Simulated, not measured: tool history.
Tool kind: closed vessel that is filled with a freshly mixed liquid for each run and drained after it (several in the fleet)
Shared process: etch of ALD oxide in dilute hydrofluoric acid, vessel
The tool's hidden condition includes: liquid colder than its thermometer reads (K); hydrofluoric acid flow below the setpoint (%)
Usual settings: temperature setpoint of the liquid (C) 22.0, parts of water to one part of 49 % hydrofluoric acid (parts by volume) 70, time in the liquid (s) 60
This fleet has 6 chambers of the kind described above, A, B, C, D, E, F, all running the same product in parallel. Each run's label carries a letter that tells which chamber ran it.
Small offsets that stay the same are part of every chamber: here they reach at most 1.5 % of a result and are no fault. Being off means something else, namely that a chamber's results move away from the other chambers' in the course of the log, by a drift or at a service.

run	day	temperature setpoint of the liquid (C)	parts of water to one part of 49 % hydrofluoric acid (parts by volume)	time in the liquid (s)	hours since the thermometer was replaced	hours since the hydrofluoric acid flow meter was replaced	read-back film thickness of the ALD oxide reference wafer, read on the same gauge (nm)	thickness taken off the ALD oxide on a monitor wafer (nm)
1D	0.346	22.0	70	60	827.5	633.1	139.95	16.523
2C	0.683	22.0	70	60	611.5	771.5	139.97	17.070
3A	1.033	22.0	70	60	178.3	233.7	140.01	16.714
4F	1.408	22.0	70	60	575.8	126.9	140.00	16.685
5B	1.796	24.5	45	60	464.9	209.6	139.97	29.610
# day 1.879: chamber E: thermometer replaced
6E	2.167	24.5	45	60	6.9	584.3	139.97	29.373
7C	2.679	24.5	45	60	659.4	819.4	139.99	30.021
8A	3.162	24.5	45	60	229.4	284.8	140.00	29.322
9F	3.592	24.5	45	60	628.2	179.3	140.02	29.339
10E	3.858	24.5	45	60	47.5	624.9	140.01	29.617
11D	4.321	22.0	70	60	922.9	728.5	140.01	16.596
12B	4.833	22.0	70	60	537.8	282.5	140.00	17.044
13C	5.150	22.0	70	60	718.7	878.7	139.98	16.349
14A	5.508	22.0	70	60	285.7	341.1	140.03	16.627
15D	6.012	22.0	70	60	963.5	769.1	139.98	16.542
16B	6.358	22.0	70	60	574.4	319.1	140.04	16.825
17E	6.700	22.0	70	60	115.7	693.1	139.99	16.739
18F	7.021	22.0	70	60	710.5	261.6	140.00	16.551
19C	7.454	22.0	95	60	774.0	934.0	139.99	11.624
20D	7.904	22.0	95	60	1008.9	814.5	140.00	11.818
21B	8.321	22.0	95	60	621.5	366.2	139.97	12.231
22A	8.679	22.0	95	60	361.8	417.2	139.96	11.873
23F	9.062	22.0	95	60	759.5	310.6	140.00	11.986
24E	9.421	22.0	95	60	181.0	758.4	139.97	11.999
25C	9.950	22.0	70	60	833.9	993.9	140.00	16.202
26D	10.275	22.0	70	60	1065.8	871.4	140.02	16.497
27A	10.558	22.0	70	60	406.9	462.3	139.97	16.305
28E	10.817	22.0	70	60	214.5	791.9	139.99	16.500
29F	11.121	22.0	70	60	808.9	360.0	140.00	16.628
30B	11.567	22.0	70	60	699.4	444.1	139.94	16.676
31D	12.096	22.0	70	60	1109.5	915.1	139.98	16.366
32E	12.375	22.0	70	60	251.9	829.3	140.03	16.737
33F	12.671	22.0	70	60	846.1	397.2	139.99	16.592
34C	13.054	22.0	70	60	908.4	1068.4	139.97	15.891
35B	13.379	22.0	70	60	742.9	487.6	139.99	16.901
36A	13.729	22.0	70	60	483.0	538.4	139.94	16.233
37F	13.983	22.0	70	60	877.6	428.7	140.00	16.459
38D	14.408	22.0	70	60	1165.0	970.6	139.95	16.735
39A	14.671	22.0	70	60	505.6	561.0	139.99	16.665
40B	15.075	22.0	70	60	783.6	528.3	140.03	17.057
41C	15.325	22.0	70	60	962.9	1122.9	139.99	15.705
42E	15.858	22.0	70	60	335.5	912.9	140.01	16.731
43F	16.254	22.0	70	35	932.1	483.2	140.03	9.700

Decide between three cases: one chamber stands off from its peers, the gauge reading all wafers drifts, or nothing is wrong past each chamber's small offset. Where a chamber is off, say which and what most likely put it there.

One chamber, C, drifts off from the rest bit by bit.
Cause: liquid colder than its thermometer reads (K) = 1.61.
The log may not tell that from: hydrofluoric acid flow below the setpoint (%).

Chamber C could run next with any of the 4 candidate recipes listed below; each alters the usual settings, and their results appear as question marks. Which one brings its results back in line with what the other chambers deliver on the usual settings?
A result is in line if it is within this distance of the other chambers' mean on the usual settings: thickness taken off the ALD oxide on a monitor wafer (nm) 0.490
44C-1	16.633	23.5	70	60				?
44C-2	16.633	21.5	70	55				?
44C-3	16.633	24.5	70	60				?
44C-4	16.633	20.5	70	60				?

The other chambers' mean on the usual settings: thickness taken off the ALD oxide on a monitor wafer (nm) 16.587
run	thickness taken off the ALD oxide on a monitor wafer (nm)
44C-1	16.755
44C-2	14.151
44C-3	17.443
44C-4	14.807
The right change is 44C-1: it brings the chamber back within the allowed miss of the others.
